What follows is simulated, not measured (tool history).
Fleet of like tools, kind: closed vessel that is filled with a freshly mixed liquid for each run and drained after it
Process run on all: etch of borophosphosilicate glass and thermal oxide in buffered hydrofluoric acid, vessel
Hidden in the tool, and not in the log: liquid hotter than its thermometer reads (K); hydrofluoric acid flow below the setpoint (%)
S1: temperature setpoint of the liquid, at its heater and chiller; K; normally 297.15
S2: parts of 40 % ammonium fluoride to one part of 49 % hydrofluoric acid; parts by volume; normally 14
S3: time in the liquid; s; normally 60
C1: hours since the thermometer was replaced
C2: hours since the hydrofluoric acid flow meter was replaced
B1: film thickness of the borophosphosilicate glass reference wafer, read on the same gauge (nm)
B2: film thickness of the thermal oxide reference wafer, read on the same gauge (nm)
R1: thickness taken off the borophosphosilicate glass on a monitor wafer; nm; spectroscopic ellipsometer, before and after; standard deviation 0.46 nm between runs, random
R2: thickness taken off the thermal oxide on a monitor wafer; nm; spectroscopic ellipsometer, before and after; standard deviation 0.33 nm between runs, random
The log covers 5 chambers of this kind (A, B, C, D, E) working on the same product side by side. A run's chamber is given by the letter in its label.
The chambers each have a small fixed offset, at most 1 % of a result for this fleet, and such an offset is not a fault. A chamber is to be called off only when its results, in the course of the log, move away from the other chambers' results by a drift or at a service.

{"run": "1C", "hour": 5.3, "S1": 297.15, "S2": 14, "S3": 60, "C1": 656.8, "C2": 294.9, "B1": 120, "B2": 120.03, "R1": 53.991, "R2": 48.202}
{"run": "2E", "hour": 8.5, "S1": 297.15, "S2": 14, "S3": 60, "C1": 99.2, "C2": 62.8, "B1": 120.01, "B2": 120, "R1": 55.216, "R2": 49.1}
{"run": "3A", "hour": 11.1, "S1": 297.15, "S2": 14, "S3": 60, "C1": 728.5, "C2": 97.6, "B1": 119.99, "B2": 120.03, "R1": 54.457, "R2": 49.689}
{"run": "4D", "hour": 16.3, "S1": 297.15, "S2": 14, "S3": 60, "C1": 1164, "C2": 78.2, "B1": 120, "B2": 120.01, "R1": 54.799, "R2": 49.221}
{"run": "5B", "hour": 20.1, "S1": 297.15, "S2": 14, "S3": 60, "C1": 269.6, "C2": 267.8, "B1": 120, "B2": 120.03, "R1": 55.007, "R2": 49.541}
{"run": "6C", "hour": 23.2, "S1": 297.15, "S2": 19.5, "S3": 35, "C1": 674.7, "C2": 312.8, "B1": 119.99, "B2": 120.04, "R1": 22.523, "R2": 20.526}
{"run": "7D", "hour": 25.6, "S1": 297.15, "S2": 19.5, "S3": 35, "C1": 1173.3, "C2": 87.5, "B1": 120, "B2": 120.02, "R1": 22.828, "R2": 20.783}
{"run": "8B", "hour": 30.7, "S1": 297.15, "S2": 19.5, "S3": 35, "C1": 280.2, "C2": 278.4, "B1": 120, "B2": 120.02, "R1": 23.095, "R2": 21.113}
{"run": "9A", "hour": 34.6, "S1": 297.15, "S2": 19.5, "S3": 35, "C1": 752, "C2": 121.1, "B1": 120.01, "B2": 120.02, "R1": 23.331, "R2": 20.737}
{"run": "10E", "hour": 38.8, "S1": 297.15, "S2": 19.5, "S3": 35, "C1": 129.5, "C2": 93.1, "B1": 120, "B2": 119.99, "R1": 22.817, "R2": 20.862}
{"run": "11E", "hour": 43.0, "S1": 297.15, "S2": 14, "S3": 60, "C1": 133.7, "C2": 97.3, "B1": 120.02, "B2": 120, "R1": 54.013, "R2": 49.037}
{"run": "12A", "hour": 47.5, "S1": 297.15, "S2": 14, "S3": 60, "C1": 764.9, "C2": 134, "B1": 119.99, "B2": 119.97, "R1": 55.26, "R2": 48.91}
{"run": "13B", "hour": 50.0, "S1": 297.15, "S2": 14, "S3": 60, "C1": 299.5, "C2": 297.7, "B1": 120, "B2": 120.01, "R1": 53.713, "R2": 49.394}
{"run": "14C", "hour": 53.5, "S1": 297.15, "S2": 14, "S3": 60, "C1": 705, "C2": 343.1, "B1": 120.01, "B2": 120, "R1": 54.076, "R2": 48.416}
{"run": "15D", "hour": 58.2, "S1": 300.65, "S2": 14, "S3": 60, "C1": 1205.9, "C2": 120.1, "B1": 120.03, "B2": 119.99, "R1": 64.586, "R2": 59.806}
{"run": "16D", "hour": 61.0, "S1": 300.65, "S2": 14, "S3": 60, "C1": 1208.7, "C2": 122.9, "B1": 119.98, "B2": 119.99, "R1": 65.069, "R2": 59.185}
{"run": "17A", "hour": 63.4, "S1": 300.65, "S2": 14, "S3": 60, "C1": 780.8, "C2": 149.9, "B1": 120.01, "B2": 120.01, "R1": 65.067, "R2": 59.931}
{"run": "18C", "hour": 68.7, "S1": 300.65, "S2": 14, "S3": 60, "C1": 720.2, "C2": 358.3, "B1": 120, "B2": 119.94, "R1": 65.327, "R2": 58.537}
{"run": "19E", "hour": 74.0, "S1": 300.65, "S2": 14, "S3": 60, "C1": 164.7, "C2": 128.3, "B1": 120, "B2": 119.99, "R1": 66.285, "R2": 59.277}
{"run": "20B", "hour": 78.9, "S1": 297.15, "S2": 14, "S3": 60, "C1": 328.4, "C2": 326.6, "B1": 120, "B2": 119.97, "R1": 53.307, "R2": 48.066}
{"run": "21B", "hour": 83.4, "S1": 297.15, "S2": 14, "S3": 60, "C1": 332.9, "C2": 331.1, "B1": 119.98, "B2": 120.01, "R1": 53.411, "R2": 47.868}
{"run": "22E", "hour": 87.5, "S1": 297.15, "S2": 14, "S3": 60, "C1": 178.2, "C2": 141.8, "B1": 119.99, "B2": 120.03, "R1": 54.287, "R2": 49.608}
{"run": "23C", "hour": 90.9, "S1": 297.15, "S2": 14, "S3": 60, "C1": 742.4, "C2": 380.5, "B1": 120.01, "B2": 120, "R1": 53.641, "R2": 48.508}
{"run": "24A", "hour": 94.6, "S1": 297.15, "S2": 14, "S3": 60, "C1": 812, "C2": 181.1, "B1": 119.99, "B2": 120.02, "R1": 53.861, "R2": 49.015}
{"run": "25D", "hour": 99.2, "S1": 297.15, "S2": 14, "S3": 60, "C1": 1246.9, "C2": 161.1, "B1": 120.03, "B2": 120.02, "R1": 54.991, "R2": 49.069}
{"run": "26B", "hour": 102.3, "S1": 297.15, "S2": 14, "S3": 60, "C1": 351.8, "C2": 350, "B1": 120, "B2": 120.01, "R1": 51.573, "R2": 47.181}
{"run": "27C", "hour": 107.6, "S1": 297.15, "S2": 14, "S3": 40, "C1": 759.1, "C2": 397.2, "B1": 119.99, "B2": 119.99, "R1": 35.831, "R2": 32.465}
{"run": "28A", "hour": 110.6, "S1": 297.15, "S2": 14, "S3": 40, "C1": 828, "C2": 197.1, "B1": 120, "B2": 120.03, "R1": 36.13, "R2": 32.764}
{"hour": 111.6, "done": "chamber D: thermometer replaced"}
{"run": "29D", "hour": 113.0, "S1": 297.15, "S2": 14, "S3": 40, "C1": 1.5, "C2": 174.9, "B1": 119.98, "B2": 119.99, "R1": 36.603, "R2": 32.935}
{"run": "30E", "hour": 116.9, "S1": 297.15, "S2": 14, "S3": 40, "C1": 207.6, "C2": 171.2, "B1": 120, "B2": 119.98, "R1": 36.359, "R2": 32.667}
{"run": "31C", "hour": 119.6, "S1": 297.15, "S2": 14, "S3": 40, "C1": 771.1, "C2": 409.2, "B1": 120.01, "B2": 120.01, "R1": 36.086, "R2": 32.683}
{"run": "32B", "hour": 122.8, "S1": 297.15, "S2": 14, "S3": 45, "C1": 372.3, "C2": 370.5, "B1": 120, "B2": 120.01, "R1": 38.699, "R2": 35.096}
{"run": "33D", "hour": 127.4, "S1": 297.15, "S2": 14, "S3": 45, "C1": 15.9, "C2": 189.3, "B1": 120, "B2": 119.98, "R1": 40.307, "R2": 37.642}

All chambers now run identical settings, listed one chamber a line with results as question marks. What results will each chamber show?
{"run": "34A", "hour": 131.3, "S1": 295.15, "S2": 14, "S3": 60, "R1": "?", "R2": "?"}
{"run": "34B", "hour": 131.3, "S1": 295.15, "S2": 14, "S3": 60, "R1": "?", "R2": "?"}
{"run": "34C", "hour": 131.3, "S1": 295.15, "S2": 14, "S3": 60, "R1": "?", "R2": "?"}
{"run": "34D", "hour": 131.3, "S1": 295.15, "S2": 14, "S3": 60, "R1": "?", "R2": "?"}
{"run": "34E", "hour": 131.3, "S1": 295.15, "S2": 14, "S3": 60, "R1": "?", "R2": "?"}

run=34A R1=48.865 R2=43.975
run=34B R1=46.271 R2=41.481
run=34C R1=48.369 R2=43.703
run=34D R1=48.044 R2=44.371
run=34E R1=49.536 R2=44.502
